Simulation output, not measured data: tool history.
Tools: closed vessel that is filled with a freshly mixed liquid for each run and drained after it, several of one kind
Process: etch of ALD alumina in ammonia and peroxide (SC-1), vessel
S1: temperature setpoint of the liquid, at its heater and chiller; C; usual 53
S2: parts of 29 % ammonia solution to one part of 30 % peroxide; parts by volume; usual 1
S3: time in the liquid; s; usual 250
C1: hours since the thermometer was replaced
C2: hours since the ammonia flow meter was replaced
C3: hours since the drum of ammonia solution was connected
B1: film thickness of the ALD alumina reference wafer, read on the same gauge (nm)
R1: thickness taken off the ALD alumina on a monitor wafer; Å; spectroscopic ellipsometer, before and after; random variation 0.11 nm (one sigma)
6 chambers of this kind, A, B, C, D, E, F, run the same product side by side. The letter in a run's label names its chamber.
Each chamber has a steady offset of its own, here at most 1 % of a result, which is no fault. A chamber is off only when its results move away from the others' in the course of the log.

run   hour    S1    S2   S3      C1      C2     C3      B1      R1
 1D    6.5    53     1  250  2353.3   595.7  115.9  120.04  188.71
 2E   15.4    53     1  250   991.2     488  392.5  120.02  191.71
      24.9  -- chamber F: new drum of ammonia solution connected
 3F   25.4    53     1  250  1819.3   165.8    0.6     120   194.1
 4A   32.5    53     1  250   727.8  1347.1  142.9     120  190.43
 5C   42.1    53     1  250  2391.7  1295.1  581.8  119.99  189.67
 6B   47.6    53     1  250   501.8   479.5  183.3  120.03   188.3
 7E   56.7    53   1.2  250  1032.5   529.3  433.8  120.02   195.5
 8A   68.1    53   1.2  250   763.4  1382.7  178.5  119.99  193.21
      68.8  -- chamber D: new drum of ammonia solution connected
 9F     75    53   1.2  250  1868.9   215.4   50.2  120.01  196.41
10B     83    53   1.2  250   537.2   514.9  218.7     120  190.85
11D   91.5    53   1.2  250  2438.3   680.7   22.7     120  193.92
      92.4  -- chamber D: thermometer replaced
12C   98.5    53   1.2  250  2448.1  1351.5  638.2  120.02  196.59
13C  109.7    53     1  250  2459.3  1362.7  649.4  119.99  188.34
14A    122    53     1  250   817.3  1436.6  232.4     120  188.98
15E  133.3    53     1  250  1109.1   605.9  510.4  120.01  189.15
16F    140    53     1  250  1933.9   280.4  115.2     120  190.36
17D  146.2    53     1  250    53.9   735.4   77.4  119.99  189.91
18B  157.1    53     1  250   611.3     589  292.8  120.02  188.48
     162.8  -- chamber C: thermometer replaced
19D  166.8    53     1  250    74.5     756     98     120  190.78
20F  173.9    53     1  250  1967.8   314.3  149.1     120     191
21E  183.9    53     1  250  1159.7   656.5    561  120.02  191.53
22B  189.8    53     1  250     644   621.7  325.5  120.01  183.78
23C  197.1    53     1  250    34.3  1450.1  736.8  120.01  189.23
     204.6  -- chamber A: new drum of ammonia solution connected
24A  207.5  56.5  1.15  250   902.8  1522.1    2.9  119.98  234.65
     213.5  -- chamber B: new drum of ammonia solution connected
25B  218.6  56.5  1.15  250   672.8   650.5    5.2  119.99  223.15
     227.4  -- chamber E: new drum of ammonia solution connected
26D  227.8  56.5  1.15  250   135.5     817    159  120.02   233.2
27A  238.9  56.5  1.15  250   934.2  1553.5   34.3     120  232.62
     243.8  -- chamber C: new drum of ammonia solution connected
28E  248.1  56.5  1.15  250  1223.9   720.7   20.8     120  233.61
     251.1  -- chamber D: new drum of ammonia solution connected
29C  257.8  56.5  1.15  250      95  1510.8   14.1  119.97  233.12
30F  268.2    53     1  250  2062.1   408.6  243.4  119.97  192.04
31C  278.5    53     1  250   115.7  1531.5   34.8  119.96  188.61
32F  286.6    53     1  250  2080.5     427  261.8  120.01  190.05
33A  294.9    53     1  250   990.2  1609.5   90.3     120  188.95
34D  305.9  44.5   0.7  250   213.6   895.1   54.8  119.99  113.22
35B  318.1  44.5   0.7  250   772.3     750  104.7  119.99  108.56
36E  326.4  44.5   0.7  250  1302.2     799   99.1  119.99   115.7

Is one chamber off against the others, does the gauge drift, or is nothing wrong? If a chamber is off, say which, and what the likeliest cause is.

Chamber B drifts away from the others.
Cause: liquid colder than its thermometer reads (K) = 1.33.

Here are 4 candidates for chamber B's next run, each the usual settings with a change, their results left as question marks. Which one brings its results back in line with what the others give on the usual settings?
In line means no further than this from the other chambers' mean on the usual settings: R1 4 Å
37B-1  335.2  53.5     1  250                   ?
37B-2  335.2    53  0.75  250                   ?
37B-3  335.2  52.5     1  240                   ?
37B-4  335.2  53.5     1  260                   ?

The other chambers' mean on the usual settings: R1 190.71 Å
  run      R1
37B-1   182.2
37B-2  172.49
37B-3  165.75
37B-4  189.49
37B-4 brings the chamber back in line.

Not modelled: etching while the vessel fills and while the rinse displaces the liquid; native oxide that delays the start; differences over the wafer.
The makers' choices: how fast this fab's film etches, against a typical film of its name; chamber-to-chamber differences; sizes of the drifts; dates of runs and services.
